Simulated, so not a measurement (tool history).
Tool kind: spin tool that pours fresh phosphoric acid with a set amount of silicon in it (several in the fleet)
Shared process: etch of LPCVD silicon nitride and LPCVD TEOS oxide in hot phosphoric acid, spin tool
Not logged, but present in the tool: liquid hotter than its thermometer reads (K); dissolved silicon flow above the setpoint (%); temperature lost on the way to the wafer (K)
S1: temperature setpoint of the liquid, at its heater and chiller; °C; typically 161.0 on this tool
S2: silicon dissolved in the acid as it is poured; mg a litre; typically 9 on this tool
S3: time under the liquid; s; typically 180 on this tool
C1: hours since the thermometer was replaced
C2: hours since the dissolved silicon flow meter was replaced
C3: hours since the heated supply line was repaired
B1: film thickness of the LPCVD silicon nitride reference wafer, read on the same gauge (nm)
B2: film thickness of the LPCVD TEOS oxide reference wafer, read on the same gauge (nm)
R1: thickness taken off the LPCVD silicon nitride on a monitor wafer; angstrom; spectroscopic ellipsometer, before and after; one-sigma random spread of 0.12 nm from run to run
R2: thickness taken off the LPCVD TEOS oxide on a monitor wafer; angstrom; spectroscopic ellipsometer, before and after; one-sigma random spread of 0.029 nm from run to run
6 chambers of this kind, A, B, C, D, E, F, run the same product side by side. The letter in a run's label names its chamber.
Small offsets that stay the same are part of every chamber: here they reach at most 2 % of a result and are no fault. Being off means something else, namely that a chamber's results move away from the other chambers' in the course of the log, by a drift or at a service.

run 1F day=0.621 | S1=161.0 S2=9 S3=180 | C1=1599.3 C2=425.5 C3=270.4 | B1=129.99 B2=120.00 | R1=142.51 R2=10.806
run 2E day=1.025 | S1=161.0 S2=9 S3=180 | C1=648.4 C2=404.2 C3=607.7 | B1=129.98 B2=120.01 | R1=140.97 R2=10.767
run 3A day=1.596 | S1=161.0 S2=9 S3=180 | C1=1607.1 C2=358.5 C3=1465.6 | B1=129.99 B2=120.00 | R1=142.30 R2=10.791
run 4B day=1.979 | S1=161.0 S2=9 S3=180 | C1=1059.5 C2=70.8 C3=971.9 | B1=130.01 B2=119.99 | R1=141.08 R2=10.759
run 5D day=2.288 | S1=161.0 S2=9 S3=180 | C1=492.2 C2=679.8 C3=1075.0 | B1=130.01 B2=120.01 | R1=141.58 R2=10.977
run 6C day=2.717 | S1=161.0 S2=9 S3=180 | C1=1162.3 C2=1164.5 C3=2190.2 | B1=130.00 B2=119.99 | R1=141.80 R2=10.258
run 7D day=3.058 | S1=161.0 S2=9 S3=180 | C1=510.7 C2=698.3 C3=1093.5 | B1=129.99 B2=120.02 | R1=142.32 R2=10.613
run 8C day=3.392 | S1=161.0 S2=9 S3=180 | C1=1178.5 C2=1180.7 C3=2206.4 | B1=129.98 B2=119.97 | R1=143.28 R2=10.984
run 9F day=3.708 | S1=161.0 S2=9 S3=180 | C1=1673.4 C2=499.6 C3=344.5 | B1=129.99 B2=120.00 | R1=141.88 R2=10.990
run 10B day=4.338 | S1=161.0 S2=9 S3=180 | C1=1116.1 C2=127.4 C3=1028.5 | B1=129.99 B2=120.00 | R1=139.11 R2=10.240
run 11E day=4.646 | S1=161.0 S2=9 S3=180 | C1=735.3 C2=491.1 C3=694.6 | B1=129.99 B2=120.02 | R1=141.14 R2=11.243
-- day=4.800 chamber A: dissolved silicon flow meter replaced
-- day=5.067 chamber F: dissolved silicon flow meter replaced
run 12A day=5.129 | S1=161.0 S2=9 S3=180 | C1=1691.9 C2=7.9 C3=1550.4 | B1=129.99 B2=119.98 | R1=142.87 R2=10.187
run 13C day=5.683 | S1=161.0 S2=9 S3=180 | C1=1233.5 C2=1235.7 C3=2261.4 | B1=129.99 B2=119.96 | R1=143.65 R2=10.556
-- day=5.742 chamber B: thermometer replaced
run 14F day=5.971 | S1=161.0 S2=9 S3=180 | C1=1727.7 C2=21.8 C3=398.8 | B1=130.00 B2=120.00 | R1=144.21 R2=10.524
run 15A day=6.308 | S1=161.0 S2=9 S3=180 | C1=1720.2 C2=36.2 C3=1578.7 | B1=129.99 B2=120.00 | R1=142.48 R2=10.439
run 16B day=6.875 | S1=164.0 S2=9 S3=180 | C1=27.2 C2=188.3 C3=1089.4 | B1=129.98 B2=120.00 | R1=152.81 R2=13.099
-- day=7.100 chamber D: dissolved silicon flow meter replaced
run 17E day=7.304 | S1=164.0 S2=9 S3=180 | C1=799.1 C2=554.9 C3=758.4 | B1=130.01 B2=119.98 | R1=154.75 R2=13.421
run 18D day=7.879 | S1=164.0 S2=9 S3=180 | C1=626.4 C2=18.7 C3=1209.2 | B1=130.00 B2=120.01 | R1=156.10 R2=13.016
-- day=8.262 chamber A: heated supply line repaired
run 19A day=8.462 | S1=164.0 S2=9 S3=180 | C1=1771.9 C2=87.9 C3=4.8 | B1=130.02 B2=120.00 | R1=156.49 R2=13.747
run 20D day=8.962 | S1=164.0 S2=9 S3=180 | C1=652.4 C2=44.7 C3=1235.2 | B1=129.98 B2=119.96 | R1=158.86 R2=13.000
run 21B day=9.383 | S1=164.0 S2=9 S3=180 | C1=87.4 C2=248.5 C3=1149.6 | B1=130.00 B2=120.04 | R1=156.00 R2=13.064
run 22F day=9.817 | S1=161.0 S2=9 S3=180 | C1=1820.0 C2=114.1 C3=491.1 | B1=129.98 B2=120.00 | R1=149.25 R2=11.491
run 23E day=10.208 | S1=161.0 S2=9 S3=180 | C1=868.8 C2=624.6 C3=828.1 | B1=130.00 B2=120.01 | R1=140.43 R2=11.173
run 24C day=10.642 | S1=161.0 S2=9 S3=180 | C1=1352.5 C2=1354.7 C3=2380.4 | B1=129.97 B2=120.00 | R1=141.46 R2=10.538
run 25F day=10.917 | S1=161.0 S2=9 S3=180 | C1=1846.4 C2=140.5 C3=517.5 | B1=130.02 B2=120.02 | R1=148.92 R2=12.619
run 26A day=11.267 | S1=161.0 S2=9 S3=180 | C1=1839.2 C2=155.2 C3=72.1 | B1=129.98 B2=120.00 | R1=141.55 R2=11.265
run 27C day=11.771 | S1=161.0 S2=9 S3=180 | C1=1379.6 C2=1381.8 C3=2407.5 | B1=130.00 B2=120.01 | R1=140.10 R2=10.320
run 28B day=12.146 | S1=161.0 S2=9 S3=180 | C1=153.7 C2=314.8 C3=1215.9 | B1=130.02 B2=119.98 | R1=141.06 R2=10.554
run 29D day=12.508 | S1=162.5 S2=9 S3=180 | C1=737.5 C2=129.8 C3=1320.3 | B1=130.00 B2=120.02 | R1=148.95 R2=11.816
run 30E day=13.117 | S1=162.5 S2=9 S3=180 | C1=938.6 C2=694.4 C3=897.9 | B1=130.03 B2=119.99 | R1=147.48 R2=12.334
run 31F day=13.612 | S1=162.5 S2=9 S3=180 | C1=1911.1 C2=205.2 C3=582.2 | B1=130.04 B2=120.00 | R1=159.52 R2=14.564
run 32A day=14.229 | S1=162.5 S2=9 S3=180 | C1=1910.3 C2=226.3 C3=143.2 | B1=130.01 B2=120.00 | R1=148.08 R2=11.933
run 33E day=14.725 | S1=162.5 S2=9 S3=180 | C1=977.2 C2=733.0 C3=936.5 | B1=130.00 B2=120.00 | R1=147.99 R2=12.160
run 34C day=15.167 | S1=162.5 S2=9 S3=180 | C1=1461.1 C2=1463.3 C3=2489.0 | B1=130.01 B2=120.01 | R1=149.75 R2=11.811
run 35B day=15.446 | S1=161.0 S2=9 S3=180 | C1=232.9 C2=394.0 C3=1295.1 | B1=130.03 B2=119.98 | R1=138.83 R2=10.502
run 36D day=15.979 | S1=161.0 S2=9 S3=180 | C1=820.8 C2=213.1 C3=1403.6 | B1=130.00 B2=120.01 | R1=143.56 R2=11.022
run 37D day=16.608 | S1=161.0 S2=9 S3=180 | C1=835.9 C2=228.2 C3=1418.7 | B1=129.99 B2=120.00 | R1=142.12 R2=10.593

Is one chamber off against the others, does the gauge drift, or is nothing wrong? If a chamber is off, say which, and what the likeliest cause is.

Chamber F drifts away from the others.
Cause: liquid hotter than its thermometer reads (K) = 2.48.

Here are 4 candidates for chamber F's next run, each the usual settings with a change, their results left as question marks. Which one brings its results back in line with what the others give on the usual settings?
In line means no further than this from the other chambers' mean on the usual settings: R1 4.10 angstrom; R2 1.0000 angstrom
run 38F-1 day=17.058 | S1=159.0 S2=14.0 S3=160 | R1=? R2=?
run 38F-2 day=17.058 | S1=163.0 S2=3.5 S3=205 | R1=? R2=?
run 38F-3 day=17.058 | S1=162.0 S2=6.5 S3=190 | R1=? R2=?
run 38F-4 day=17.058 | S1=160.0 S2=11.5 S3=170 | R1=? R2=?

Average result of the remaining chambers running the usual settings: R1 141.75 angstrom; R2 10.8510 angstrom
run=38F-1 R1=129.34 R2=8.8728
run=38F-2 R1=188.76 R2=19.1160
run=38F-3 R1=169.35 R2=15.5010
run=38F-4 R1=141.98 R2=10.7750
Change 38F-4 lands the chamber within the allowed miss of the other chambers.
